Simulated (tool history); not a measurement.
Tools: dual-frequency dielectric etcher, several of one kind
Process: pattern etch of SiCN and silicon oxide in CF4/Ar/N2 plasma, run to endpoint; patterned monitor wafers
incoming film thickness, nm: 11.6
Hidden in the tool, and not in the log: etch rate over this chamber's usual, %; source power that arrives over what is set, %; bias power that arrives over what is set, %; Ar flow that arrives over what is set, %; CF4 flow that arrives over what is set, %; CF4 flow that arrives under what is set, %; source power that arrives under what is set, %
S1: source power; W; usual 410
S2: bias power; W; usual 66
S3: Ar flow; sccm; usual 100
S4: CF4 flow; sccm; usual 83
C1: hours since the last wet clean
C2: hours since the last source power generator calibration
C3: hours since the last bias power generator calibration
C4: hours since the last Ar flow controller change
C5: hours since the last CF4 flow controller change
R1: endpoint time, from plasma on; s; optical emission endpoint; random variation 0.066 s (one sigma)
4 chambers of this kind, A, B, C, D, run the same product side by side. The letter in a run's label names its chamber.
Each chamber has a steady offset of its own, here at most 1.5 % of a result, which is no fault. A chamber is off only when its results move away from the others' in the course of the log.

run 1A hour=8.9 | S1=410 S2=66 S3=100 S4=83 | C1=465.2 C2=360.4 C3=191.1 C4=3620.4 C5=952.0 | R1=14.892
run 2B hour=21.1 | S1=410 S2=66 S3=100 S4=83 | C1=103.1 C2=155.5 C3=2040.4 C4=385.0 C5=2987.4 | R1=14.872
run 3D hour=35.4 | S1=410 S2=66 S3=100 S4=83 | C1=132.9 C2=1315.9 C3=80.5 C4=1129.4 C5=3950.4 | R1=14.778
run 4C hour=43.5 | S1=410 S2=66 S3=100 S4=83 | C1=317.3 C2=1666.0 C3=1428.8 C4=2697.2 C5=3502.4 | R1=14.711
run 5B hour=50.1 | S1=410 S2=66 S3=100 S4=83 | C1=132.1 C2=184.5 C3=2069.4 C4=414.0 C5=3016.4 | R1=14.680
-- hour=51.7 chamber A: wet clean of the chamber
run 6D hour=64.1 | S1=340 S2=66 S3=100 S4=83 | C1=161.6 C2=1344.6 C3=109.2 C4=1158.1 C5=3979.1 | R1=17.393
run 7C hour=73.9 | S1=340 S2=66 S3=100 S4=83 | C1=347.7 C2=1696.4 C3=1459.2 C4=2727.6 C5=3532.8 | R1=17.458
run 8A hour=86.0 | S1=340 S2=66 S3=100 S4=83 | C1=34.4 C2=437.5 C3=268.2 C4=3697.5 C5=1029.1 | R1=17.563
run 9A hour=100.1 | S1=340 S2=66 S3=100 S4=83 | C1=48.5 C2=451.6 C3=282.3 C4=3711.6 C5=1043.2 | R1=17.430
run 10C hour=112.0 | S1=410 S2=66 S3=100 S4=83 | C1=385.8 C2=1734.5 C3=1497.3 C4=2765.7 C5=3570.9 | R1=14.631
run 11D hour=118.8 | S1=410 S2=66 S3=100 S4=83 | C1=216.3 C2=1399.3 C3=163.9 C4=1212.8 C5=4033.8 | R1=14.806
-- hour=123.2 chamber C: source power generator calibrated
run 12B hour=127.5 | S1=410 S2=66 S3=100 S4=83 | C1=209.5 C2=261.9 C3=2146.8 C4=491.4 C5=3093.8 | R1=14.713
run 13C hour=140.0 | S1=410 S2=66 S3=100 S4=83 | C1=413.8 C2=16.9 C3=1525.3 C4=2793.7 C5=3598.9 | R1=14.701
run 14B hour=147.0 | S1=410 S2=66 S3=100 S4=83 | C1=229.0 C2=281.4 C3=2166.3 C4=510.9 C5=3113.3 | R1=14.755
run 15D hour=156.5 | S1=410 S2=66 S3=100 S4=83 | C1=254.0 C2=1437.0 C3=201.6 C4=1250.5 C5=4071.5 | R1=14.519
run 16A hour=163.1 | S1=410 S2=66 S3=100 S4=83 | C1=111.5 C2=514.6 C3=345.3 C4=3774.6 C5=1106.2 | R1=14.782
run 17D hour=172.8 | S1=410 S2=66 S3=100 S4=83 | C1=270.3 C2=1453.3 C3=217.9 C4=1266.8 C5=4087.8 | R1=14.378
run 18A hour=180.1 | S1=410 S2=66 S3=100 S4=83 | C1=128.5 C2=531.6 C3=362.3 C4=3791.6 C5=1123.2 | R1=14.698
run 19C hour=188.4 | S1=410 S2=66 S3=100 S4=83 | C1=462.2 C2=65.3 C3=1573.7 C4=2842.1 C5=3647.3 | R1=14.687
run 20B hour=199.2 | S1=410 S2=66 S3=100 S4=83 | C1=281.2 C2=333.6 C3=2218.5 C4=563.1 C5=3165.5 | R1=14.827
run 21A hour=212.3 | S1=410 S2=66 S3=100 S4=83 | C1=160.7 C2=563.8 C3=394.5 C4=3823.8 C5=1155.4 | R1=14.798
run 22B hour=224.1 | S1=410 S2=66 S3=100 S4=83 | C1=306.1 C2=358.5 C3=2243.4 C4=588.0 C5=3190.4 | R1=14.839
run 23D hour=236.4 | S1=410 S2=66 S3=100 S4=83 | C1=333.9 C2=1516.9 C3=281.5 C4=1330.4 C5=4151.4 | R1=14.243
-- hour=242.3 chamber C: wet clean of the chamber
run 24C hour=243.0 | S1=410 S2=66 S3=100 S4=83 | C1=0.7 C2=119.9 C3=1628.3 C4=2896.7 C5=3701.9 | R1=14.588
run 25C hour=256.7 | S1=410 S2=66 S3=100 S4=83 | C1=14.4 C2=133.6 C3=1642.0 C4=2910.4 C5=3715.6 | R1=14.695

Is one chamber off against the others, does the gauge drift, or is nothing wrong? If a chamber is off, say which, and what the likeliest cause is.

Chamber D drifts away from the others.
Cause: etch rate over this chamber's usual, % = 4.76.
The log may not tell that from: source power that arrives over what is set, %.

Here are 4 candidates for chamber D's next run, each the usual settings with a change, their results left as question marks. Which one brings its results back in line with what the others give on the usual settings?
In line means no further than this from the other chambers' mean on the usual settings: R1 0.230 s
run 26D-1 hour=267.2 | S1=450 S2=66 S3=100 S4=84 | R1=?
run 26D-2 hour=267.2 | S1=390 S2=66 S3=100 S4=83 | R1=?
run 26D-3 hour=267.2 | S1=380 S2=64 S3=101 S4=82 | R1=?
run 26D-4 hour=267.2 | S1=430 S2=67 S3=99 S4=84 | R1=?

The other chambers' mean on the usual settings: R1 14.776 s
run=26D-1 R1=13.010
run=26D-2 R1=14.774
run=26D-3 R1=15.313
run=26D-4 R1=13.455
26D-2 brings the chamber back in line.

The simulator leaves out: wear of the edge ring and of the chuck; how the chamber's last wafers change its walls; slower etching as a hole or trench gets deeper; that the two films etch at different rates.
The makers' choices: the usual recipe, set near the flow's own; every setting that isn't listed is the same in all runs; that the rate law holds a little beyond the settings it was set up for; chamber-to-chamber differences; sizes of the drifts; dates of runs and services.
